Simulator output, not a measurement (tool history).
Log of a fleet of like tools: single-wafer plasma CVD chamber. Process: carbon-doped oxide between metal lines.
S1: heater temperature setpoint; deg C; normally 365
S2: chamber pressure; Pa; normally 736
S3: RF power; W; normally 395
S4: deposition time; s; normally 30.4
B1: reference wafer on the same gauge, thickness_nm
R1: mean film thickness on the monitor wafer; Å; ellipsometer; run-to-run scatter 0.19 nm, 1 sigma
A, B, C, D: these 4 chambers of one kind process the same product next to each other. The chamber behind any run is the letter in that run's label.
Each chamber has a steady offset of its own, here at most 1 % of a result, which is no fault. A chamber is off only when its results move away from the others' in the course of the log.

Run 1D, hour 7.6: usual settings; B1 106.98. Result: R1 1273.9 Å.
Run 2B, hour 20.9: usual settings; B1 106.97. Result: R1 1285.6 Å.
Run 3C, hour 28.5: usual settings; B1 106.96. Result: R1 1289.1 Å.
Run 4A, hour 39.9: usual settings; B1 106.96. Result: R1 1281.0 Å.
Run 5C, hour 51.7: usual settings; B1 106.90. Result: R1 1290.1 Å.
Run 6D, hour 61.4: usual settings; B1 106.88. Result: R1 1272.9 Å.
Run 7A, hour 69.0: usual settings but S1 354 deg C, S4 28.1 s; B1 106.88. Result: R1 1219.6 Å.
Run 8B, hour 84.4: usual settings but S1 354 deg C, S4 28.1 s; B1 106.88. Result: R1 1222.6 Å.
Run 9C, hour 98.4: usual settings but S1 354 deg C, S4 28.1 s; B1 106.85. Result: R1 1228.9 Å.
Run 10A, hour 106.9: usual settings but S1 354 deg C, S4 28.1 s; B1 106.85. Result: R1 1214.1 Å.
Run 11B, hour 123.0: usual settings; B1 106.76. Result: R1 1284.5 Å.
Run 12D, hour 137.5: usual settings but S1 373 deg C, S4 28.3 s; B1 106.68. Result: R1 1162.8 Å.
Run 13B, hour 150.1: usual settings but S1 373 deg C, S4 28.3 s; B1 106.67. Result: R1 1173.2 Å.
Run 14A, hour 162.6: usual settings but S1 373 deg C, S4 28.3 s; B1 106.70. Result: R1 1166.7 Å.
Run 15D, hour 178.6: usual settings but S1 373 deg C, S4 28.3 s; B1 106.65. Result: R1 1162.8 Å.
At hour 184.6: chamber B: thermocouple changed; heater temperature recalibrated.
Run 16C, hour 188.4: usual settings but S3 320 W; B1 106.66. Result: R1 1097.4 Å.
At hour 198.0: chamber C: RF generator calibrated.
Run 17D, hour 202.2: usual settings but S3 320 W; B1 106.61. Result: R1 1082.3 Å.
Run 18A, hour 218.6: usual settings but S3 320 W; B1 106.61. Result: R1 1089.5 Å.
Run 19C, hour 226.8: usual settings but S3 320 W; B1 106.62. Result: R1 1093.3 Å.
Run 20B, hour 233.8: usual settings; B1 106.53. Result: R1 1280.3 Å.
Run 21B, hour 241.8: usual settings; B1 106.57. Result: R1 1279.4 Å.
Run 22A, hour 257.6: usual settings; B1 106.55. Result: R1 1276.0 Å.
At hour 263.7: chamber C: capacitance manometer re-zeroed and calibrated.
Run 23C, hour 267.7: usual settings; B1 106.53. Result: R1 1288.8 Å.
Run 24D, hour 280.8: usual settings; B1 106.52. Result: R1 1268.4 Å.
Run 25C, hour 288.5: usual settings; B1 106.44. Result: R1 1286.5 Å.
Run 26A, hour 302.4: usual settings but S2 631 Pa; B1 106.45. Result: R1 1242.0 Å.
Run 27D, hour 311.1: usual settings but S2 631 Pa; B1 106.41. Result: R1 1241.5 Å.
Run 28B, hour 326.7: usual settings but S2 631 Pa; B1 106.43. Result: R1 1251.3 Å.
Run 29B, hour 341.5: usual settings but S2 631 Pa; B1 106.36. Result: R1 1249.8 Å.
Run 30C, hour 357.0: usual settings; B1 106.35. Result: R1 1281.0 Å.

Is one chamber out of step, is the gauge drifting, or do the chambers differ by no more than their own small offsets? For an off chamber, give its letter and the likeliest cause.

No chamber is off; the gauge reading every chamber's wafers drifts, which makes the whole fleet appear to move together.
What lies behind it: gauge reads low (%) = 0.616.
